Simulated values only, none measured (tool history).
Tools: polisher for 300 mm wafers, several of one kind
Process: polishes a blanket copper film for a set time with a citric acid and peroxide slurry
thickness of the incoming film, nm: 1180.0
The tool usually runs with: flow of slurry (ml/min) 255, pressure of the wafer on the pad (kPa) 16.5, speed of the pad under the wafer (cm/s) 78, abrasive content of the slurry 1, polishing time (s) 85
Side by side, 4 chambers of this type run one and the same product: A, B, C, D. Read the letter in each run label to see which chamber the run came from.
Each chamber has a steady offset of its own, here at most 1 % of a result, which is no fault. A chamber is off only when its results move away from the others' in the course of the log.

| run | hour | flow of slurry (ml/min) | pressure of the wafer on the pad (kPa) | speed of the pad under the wafer (cm/s) | abrasive content of the slurry | polishing time (s) | wafers polished on this pad | hours since the slurry nozzle was cleaned | hours since the head pressure was calibrated | hours since the slurry blender was calibrated | film removed (angstrom) |
|---|---|---|---|---|---|---|---|---|---|---|---|
|  | 4.4 | chamber A: worn pad replaced by a new one |
| 1A | 5.9 | 255 | 16.5 | 78 | 1 | 85 | 11 | 716.3 | 1146.8 | 15.2 | 1122 |
| 2D | 11.5 | 255 | 16.5 | 78 | 1 | 85 | 913 | 136.3 | 747.5 | 32.7 | 1136.6 |
| 3B | 15.1 | 255 | 16.5 | 78 | 1 | 85 | 475 | 116.1 | 171.8 | 253.8 | 1107 |
|  | 16.5 | chamber C: worn pad replaced by a new one |
| 4C | 18.9 | 255 | 16.5 | 78 | 1 | 85 | 19 | 46.1 | 595.7 | 267.2 | 1105.4 |
| 5A | 25.6 | 255 | 16.5 | 78 | 1 | 85 | 166 | 736 | 1166.5 | 34.9 | 1102.2 |
| 6C | 33.5 | 255 | 16.5 | 78 | 1 | 85 | 133 | 60.7 | 610.3 | 281.8 | 1133.7 |
| 7D | 40.2 | 255 | 16.5 | 78 | 1 | 85 | 1138 | 165 | 776.2 | 61.4 | 1130.3 |
| 8B | 48.2 | 255 | 16.5 | 78 | 1 | 85 | 735 | 149.2 | 204.9 | 286.9 | 1100.9 |
|  | 50 | chamber B: slurry blender recalibrated |
| 9D | 52.7 | 255 | 16.5 | 78 | 1 | 85 | 1237 | 177.5 | 788.7 | 73.9 | 1092.9 |
| 10A | 59.7 | 255 | 16.5 | 78 | 1 | 85 | 434 | 770.1 | 1200.6 | 69 | 1111.9 |
| 11C | 67.3 | 255 | 16.5 | 78 | 1 | 85 | 399 | 94.5 | 644.1 | 315.6 | 1124.4 |
|  | 69.9 | chamber D: worn pad replaced by a new one |
| 12B | 73.1 | 255 | 16.5 | 96 | 1 | 85 | 931 | 174.1 | 229.8 | 23.2 | 1370.2 |
| 13A | 77.3 | 255 | 16.5 | 96 | 1 | 85 | 572 | 787.7 | 1218.2 | 86.6 | 1372.6 |
|  | 84.2 | chamber A: worn pad replaced by a new one |
| 14D | 84.4 | 255 | 16.5 | 96 | 1 | 85 | 114 | 209.2 | 820.4 | 105.6 | 1373.5 |
| 15B | 88.4 | 255 | 16.5 | 96 | 1 | 85 | 1051 | 189.4 | 245.1 | 38.5 | 1383 |
|  | 90.8 | chamber C: worn pad replaced by a new one |
| 16C | 95.4 | 255 | 16.5 | 78 | 1 | 85 | 36 | 122.6 | 672.2 | 343.7 | 1114 |
| 17A | 101.1 | 255 | 16.5 | 78 | 1 | 85 | 133 | 811.5 | 1242 | 110.4 | 1112.6 |
| 18D | 109.2 | 255 | 16.5 | 78 | 1 | 85 | 308 | 234 | 845.2 | 130.4 | 1106 |
|  | 110.5 | chamber A: slurry blender recalibrated |
| 19C | 114.5 | 255 | 16.5 | 78 | 1 | 85 | 186 | 141.7 | 691.3 | 362.8 | 1119.1 |
|  | 115.4 | chamber C: slurry blender recalibrated |
| 20B | 119.3 | 255 | 16.5 | 78 | 1 | 85 | 1294 | 220.3 | 276 | 69.4 | 1119.2 |
| 21A | 122.8 | 255 | 12.4 | 64 | 1 | 85 | 303 | 833.2 | 1263.7 | 12.3 | 699.11 |
|  | 130.4 | chamber B: worn pad replaced by a new one |
| 22D | 130.5 | 255 | 12.4 | 64 | 1 | 85 | 476 | 255.3 | 866.5 | 151.7 | 716.15 |
| 23B | 137.3 | 255 | 12.4 | 64 | 1 | 85 | 54 | 238.3 | 294 | 87.4 | 704.13 |
|  | 140.7 | chamber C: head pressure recalibrated |
| 24C | 144.8 | 255 | 12.4 | 64 | 1 | 85 | 424 | 172 | 4.2 | 29.5 | 656.3 |
| 25C | 150.8 | 255 | 16.5 | 78 | 1 | 85 | 471 | 178 | 10.2 | 35.5 | 1024.1 |
| 26D | 156.9 | 255 | 16.5 | 78 | 1 | 85 | 683 | 281.7 | 892.9 | 178.1 | 1109.9 |
| 27B | 165 | 255 | 16.5 | 78 | 1 | 85 | 272 | 266 | 321.7 | 115.1 | 1116.8 |
| 28A | 171.8 | 255 | 16.5 | 78 | 1 | 85 | 688 | 882.2 | 1312.7 | 61.3 | 1108 |
|  | 177.5 | chamber A: worn pad replaced by a new one |
| 29A | 178.7 | 255 | 16.5 | 78 | 1 | 85 | 9 | 889.1 | 1319.6 | 68.2 | 1098 |
|  | 182.4 | chamber C: worn pad replaced by a new one |
| 30B | 184.4 | 255 | 16.5 | 78 | 1 | 85 | 424 | 285.4 | 341.1 | 134.5 | 1096.6 |
| 31C | 188.4 | 255 | 16.5 | 78 | 1 | 85 | 47 | 215.6 | 47.8 | 73.1 | 1032.6 |
| 32D | 195 | 255 | 16.5 | 78 | 1 | 85 | 982 | 319.8 | 931 | 216.2 | 1133.9 |
| 33D | 199.9 | 255 | 16.5 | 78 | 1 | 85 | 1021 | 324.7 | 935.9 | 221.1 | 1131 |
| 34C | 204.5 | 255 | 16.5 | 78 | 1 | 85 | 174 | 231.7 | 63.9 | 89.2 | 1033.8 |
| 35B | 210.3 | 255 | 16.5 | 78 | 1 | 85 | 627 | 311.3 | 367 | 160.4 | 1091.3 |
|  | 211.4 | chamber A: slurry nozzle cleaned |
| 36A | 215.2 | 255 | 16.5 | 78 | 1 | 85 | 296 | 3.8 | 1356.1 | 104.7 | 1112 |
| 37C | 222.4 | 255 | 16.5 | 78 | 1 | 85 | 314 | 249.6 | 81.8 | 107.1 | 1026.7 |
| 38B | 229.4 | 290 | 16.5 | 78 | 0.85 | 85 | 777 | 330.4 | 386.1 | 179.5 | 1063.6 |

Is one chamber off against the others, does the gauge drift, or is nothing wrong? If a chamber is off, say which, and what the likeliest cause is.

After it was serviced, chamber C no longer matches the other chambers.
Most likely cause: head's pressure below its setpoint, % = 8.16.

Here are 4 candidates for chamber C's next run, each the usual settings with a change, their results left as question marks. Which one brings its results back in line with what the others give on the usual settings?
In-line tolerance around the mean of the other chambers on the usual settings: film removed (angstrom) 36
| 39C-1 | 235.3 | 255 | 16.5 | 78 | 1 | 78 |  |  |  |  | ? |
| 39C-2 | 235.3 | 255 | 17.2 | 80 | 1 | 87 |  |  |  |  | ? |
| 39C-3 | 235.3 | 255 | 17.9 | 84 | 1 | 85 |  |  |  |  | ? |
| 39C-4 | 235.3 | 255 | 15.9 | 74 | 1 | 81 |  |  |  |  | ? |

The other chambers' mean on the usual settings: film removed (angstrom) 1118.6
| run | film removed (angstrom) |
|---|---|
| 39C-1 | 943.7 |
| 39C-2 | 1120.8 |
| 39C-3 | 1190.9 |
| 39C-4 | 895.53 |
Change 39C-2 lands the chamber within the allowed miss of the other chambers.
